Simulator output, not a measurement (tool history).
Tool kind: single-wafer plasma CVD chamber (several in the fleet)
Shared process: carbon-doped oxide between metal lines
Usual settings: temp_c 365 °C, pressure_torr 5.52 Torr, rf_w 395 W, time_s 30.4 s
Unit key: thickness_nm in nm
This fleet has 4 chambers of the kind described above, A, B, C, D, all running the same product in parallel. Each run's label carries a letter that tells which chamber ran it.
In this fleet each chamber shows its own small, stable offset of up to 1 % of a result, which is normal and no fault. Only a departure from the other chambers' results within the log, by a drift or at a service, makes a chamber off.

run,hour,temp_c,pressure_torr,rf_w,time_s,"read-back reference wafer on the same gauge, thickness_nm",thickness_nm
1D,7.6,365,5.52,395,30.4,106.98,127.39
2B,20.9,365,5.52,395,30.4,106.97,128.56
3C,28.5,365,5.52,395,30.4,106.96,128.91
4A,39.9,365,5.52,395,30.4,106.96,128.10
5C,51.7,365,5.52,395,30.4,106.90,129.01
6D,61.4,365,5.52,395,30.4,106.88,127.29
7A,69.0,354,5.52,395,28.1,106.88,121.96
8B,84.4,354,5.52,395,28.1,106.88,122.26
9C,98.4,354,5.52,395,28.1,106.85,122.89
10A,106.9,354,5.52,395,28.1,106.85,121.41
11B,123.0,365,5.52,395,30.4,106.76,128.45
12D,137.5,373,5.52,395,28.3,106.68,116.28
13B,150.1,373,5.52,395,28.3,106.67,117.32
14A,162.6,373,5.52,395,28.3,106.70,116.67
15D,178.6,373,5.52,395,28.3,106.65,116.28
# hour 184.6: chamber B: thermocouple changed; heater temperature recalibrated
16C,188.4,365,5.52,320,30.4,106.66,109.74
# hour 198.0: chamber C: RF generator calibrated
17D,202.2,365,5.52,320,30.4,106.61,108.23
18A,218.6,365,5.52,320,30.4,106.61,108.95
19C,226.8,365,5.52,320,30.4,106.62,109.33
20B,233.8,365,5.52,395,30.4,106.53,128.03
21B,241.8,365,5.52,395,30.4,106.57,127.94
22A,257.6,365,5.52,395,30.4,106.55,127.60
# hour 263.7: chamber C: capacitance manometer re-zeroed and calibrated
23C,267.7,365,5.52,395,30.4,106.53,128.88
24D,280.8,365,5.52,395,30.4,106.52,126.84
25C,288.5,365,5.52,395,30.4,106.44,128.65
26A,302.4,365,4.73,395,30.4,106.45,124.20
27D,311.1,365,4.73,395,30.4,106.41,124.15
28B,326.7,365,4.73,395,30.4,106.43,125.13
29B,341.5,365,4.73,395,30.4,106.36,124.98
30C,357.0,365,5.52,395,30.4,106.35,128.10

The same settings go to every chamber for the next run, one line per chamber below. Forecast the results for each:
31A,368.7,352,5.52,395,30.4,,?
31B,368.7,352,5.52,395,30.4,,?
31C,368.7,352,5.52,395,30.4,,?
31D,368.7,352,5.52,395,30.4,,?

run,thickness_nm
31A,131.95
31B,131.82
31C,132.56
31D,131.07

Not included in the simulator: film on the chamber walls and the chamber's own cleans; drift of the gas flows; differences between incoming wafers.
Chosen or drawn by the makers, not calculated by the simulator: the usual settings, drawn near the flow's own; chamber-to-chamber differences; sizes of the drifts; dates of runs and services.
